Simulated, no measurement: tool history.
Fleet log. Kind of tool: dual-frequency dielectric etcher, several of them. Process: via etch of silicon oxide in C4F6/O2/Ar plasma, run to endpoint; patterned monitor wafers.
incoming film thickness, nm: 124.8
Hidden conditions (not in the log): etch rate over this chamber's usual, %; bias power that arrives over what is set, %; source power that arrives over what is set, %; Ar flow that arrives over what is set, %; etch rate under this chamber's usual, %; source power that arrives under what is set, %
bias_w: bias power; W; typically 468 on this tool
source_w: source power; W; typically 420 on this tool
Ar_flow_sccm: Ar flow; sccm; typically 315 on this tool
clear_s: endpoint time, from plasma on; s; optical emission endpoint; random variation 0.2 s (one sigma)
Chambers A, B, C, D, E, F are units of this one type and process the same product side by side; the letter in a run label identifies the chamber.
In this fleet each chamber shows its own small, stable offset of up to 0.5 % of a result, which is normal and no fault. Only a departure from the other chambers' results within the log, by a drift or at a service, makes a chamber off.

run,hour,bias_w,source_w,Ar_flow_sccm,hours since the last wet clean,hours since the last bias power generator calibration,hours since the last source power generator calibration,hours since the last Ar flow controller change,clear_s
1D,12.4,468,420,315,257.5,1970.7,254.2,2475.8,27.801
2A,21.9,468,420,315,192.8,1670.7,797.4,3450.7,27.902
3F,31.6,468,420,315,202.6,2086.0,258.7,934.0,27.529
4E,38.5,468,420,315,416.6,992.8,97.7,227.5,28.252
5B,45.5,468,420,315,402.7,2843.5,2712.7,724.5,27.891
# hour 55.2: chamber E: wet clean of the chamber
6C,60.5,468,470,343,381.8,2081.2,1176.6,829.5,26.993
7A,68.2,468,470,343,239.1,1717.0,843.7,3497.0,26.932
8B,76.2,468,470,343,433.4,2874.2,2743.4,755.2,26.682
9D,89.1,468,470,343,334.2,2047.4,330.9,2552.5,26.485
10C,98.5,468,470,343,419.8,2119.2,1214.6,867.5,27.190
11F,113.1,468,470,343,284.1,2167.5,340.2,1015.5,26.803
12E,122.2,468,420,315,67.0,1076.5,181.4,311.2,27.874
# hour 131.3: chamber B: wet clean of the chamber
13C,132.4,468,420,315,453.7,2153.1,1248.5,901.4,27.706
14E,139.4,468,420,315,84.2,1093.7,198.6,328.4,27.916
15D,151.3,468,420,315,396.4,2109.6,393.1,2614.7,27.767
16F,162.9,468,420,315,333.9,2217.3,390.0,1065.3,27.692
17B,171.3,360,420,388,40.0,2969.3,2838.5,850.3,32.242
18A,177.8,360,420,388,348.7,1826.6,953.3,3606.6,31.209
19C,185.1,360,420,388,506.4,2205.8,1301.2,954.1,31.375
# hour 193.0: chamber A: wet clean of the chamber
20F,200.0,360,420,388,371.0,2254.4,427.1,1102.4,31.210
# hour 200.6: chamber F: wet clean of the chamber
21D,214.0,360,420,388,459.1,2172.3,455.8,2677.4,31.532
22B,223.8,360,420,388,92.5,3021.8,2891.0,902.8,32.410
23A,231.1,468,460,276,38.1,1879.9,1006.6,3659.9,26.454
24E,242.8,468,460,276,187.6,1197.1,302.0,431.8,26.389
# hour 253.8: chamber D: wet clean of the chamber
25D,254.8,468,460,276,1.0,2213.1,496.6,2718.2,26.694
26C,263.2,468,460,276,584.5,2283.9,1379.3,1032.2,26.362
27E,269.8,468,460,276,214.6,1224.1,329.0,458.8,26.030
28F,283.0,468,460,276,82.4,2337.4,510.1,1185.4,26.317
29A,290.2,468,420,315,97.2,1939.0,1065.7,3719.0,27.742
30B,304.5,468,420,315,173.2,3102.5,2971.7,983.5,29.042
31C,319.1,468,420,315,640.4,2339.8,1435.2,1088.1,28.179
32A,328.9,468,420,315,135.9,1977.7,1104.4,3757.7,27.980
33D,339.2,468,420,315,85.4,2297.5,581.0,2802.6,28.099
34F,349.8,468,420,315,149.2,2404.2,576.9,1252.2,27.405
35B,360.1,468,420,315,228.8,3158.1,3027.3,1039.1,28.938
36E,368.8,468,330,342,313.6,1323.1,428.0,557.8,30.656
37D,375.5,468,330,342,121.7,2333.8,617.3,2838.9,30.307

For the next run the whole fleet of 6 chambers uses the same settings. Give each chamber's results:
38A,386.4,468,420,254,,,,,?
38B,386.4,468,420,254,,,,,?
38C,386.4,468,420,254,,,,,?
38D,386.4,468,420,254,,,,,?
38E,386.4,468,420,254,,,,,?
38F,386.4,468,420,254,,,,,?

run,clear_s
38A,26.946
38B,28.074
38C,27.509
38D,27.331
38E,27.172
38F,27.352

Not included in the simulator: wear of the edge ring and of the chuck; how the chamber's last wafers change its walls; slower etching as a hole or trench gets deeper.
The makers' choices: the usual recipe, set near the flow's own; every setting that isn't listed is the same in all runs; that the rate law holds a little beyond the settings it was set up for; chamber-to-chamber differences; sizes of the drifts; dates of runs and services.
